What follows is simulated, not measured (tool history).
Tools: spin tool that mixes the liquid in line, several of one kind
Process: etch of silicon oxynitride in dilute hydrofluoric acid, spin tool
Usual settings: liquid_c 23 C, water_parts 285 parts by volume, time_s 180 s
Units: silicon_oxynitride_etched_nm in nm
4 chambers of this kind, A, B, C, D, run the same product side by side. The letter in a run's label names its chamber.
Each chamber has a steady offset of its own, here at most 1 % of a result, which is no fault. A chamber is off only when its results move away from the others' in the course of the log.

run,hour,liquid_c,water_parts,time_s,hours since the thermometer was replaced,hours since the hydrofluoric acid flow meter was replaced,"read-back film thickness of the silicon oxynitride reference wafer, read on the same gauge (nm)",silicon_oxynitride_etched_nm
1C,5.7,23,285,180,533.1,624.7,149.98,2.5344
2D,10.9,23,285,180,443.6,269.1,150.03,2.5117
3A,16.8,23,285,180,1606,1089.1,150.01,2.4868
4B,24,23,285,180,45.4,298.4,150.02,2.5309
5B,30.5,23,285,180,51.9,304.9,149.99,2.5439
6D,35.1,27.5,285,215,467.8,293.3,150,3.5945
7A,39.1,27.5,285,215,1628.3,1111.4,149.98,3.5839
8C,42.9,27.5,285,215,570.3,661.9,150.01,3.6373
9C,47,27.5,285,215,574.4,666,149.98,3.6326
10B,53.8,23,285,180,75.2,328.2,150,2.5404
11D,61.5,23,165,180,494.2,319.7,150,4.7596
12A,68.7,23,165,180,1657.9,1141,150.01,4.6022
13B,74.2,23,165,180,95.6,348.6,149.99,4.8721
14D,81,23,165,180,513.7,339.2,150,4.7692
15C,85.5,23,285,180,612.9,704.5,150.01,2.5256
16A,91.7,23,155,120,1680.9,1164,150,3.1986
17D,99.3,23,155,120,532,357.5,150.01,3.3816
18A,104,23,155,120,1693.2,1176.3,149.99,3.1603
19C,108.5,23,155,120,635.9,727.5,150,3.3827
20B,113.8,23,285,180,135.2,388.2,150,2.5319
21B,120.5,23,285,180,141.9,394.9,150.03,2.5199
22C,128.2,23,285,180,655.6,747.2,150,2.5264
23D,135.3,18,355,180,568,393.5,150.02,1.5294
24A,141.7,18,355,180,1730.9,1214,149.99,1.4895
25B,147.4,18,355,180,168.8,421.8,149.98,1.5678
26D,152.5,18,355,180,585.2,410.7,150.01,1.5297
27A,158.7,23,285,180,1747.9,1231,150,2.363
28C,162.9,23,285,180,690.3,781.9,150,2.5362
29B,169.9,23,285,180,191.3,444.3,149.99,2.539
30D,176.1,23,285,180,608.8,434.3,150.03,2.5093
# hour 179: chamber D: thermometer replaced
31C,182.7,23,285,180,710.1,801.7,150.01,2.4923
# hour 187.8: chamber A: thermometer replaced
32A,188.3,23,285,180,0.6,1260.6,150,2.3108
33A,192.7,23,285,180,5,1265,150,2.316
34D,199.9,23,285,180,21,458.1,149.99,2.5083
35B,207.8,23,285,180,229.2,482.2,149.99,2.5288
36C,211.4,23,285,180,738.8,830.4,150,2.5117
37C,215.5,23,285,180,742.9,834.5,149.98,2.5357
38A,219.2,23,285,180,31.5,1291.5,149.99,2.2919
39B,226.5,23,285,180,247.9,500.9,150.01,2.5481
40D,233,23,285,180,54.1,491.2,149.99,2.4675

Next, every chamber runs the same settings. What will each give?
41A,238.8,23,365,180,,,,?
41B,238.8,23,365,180,,,,?
41C,238.8,23,365,180,,,,?
41D,238.8,23,365,180,,,,?

run,silicon_oxynitride_etched_nm
41A,1.663
41B,1.8419
41C,1.8488
41D,1.8182
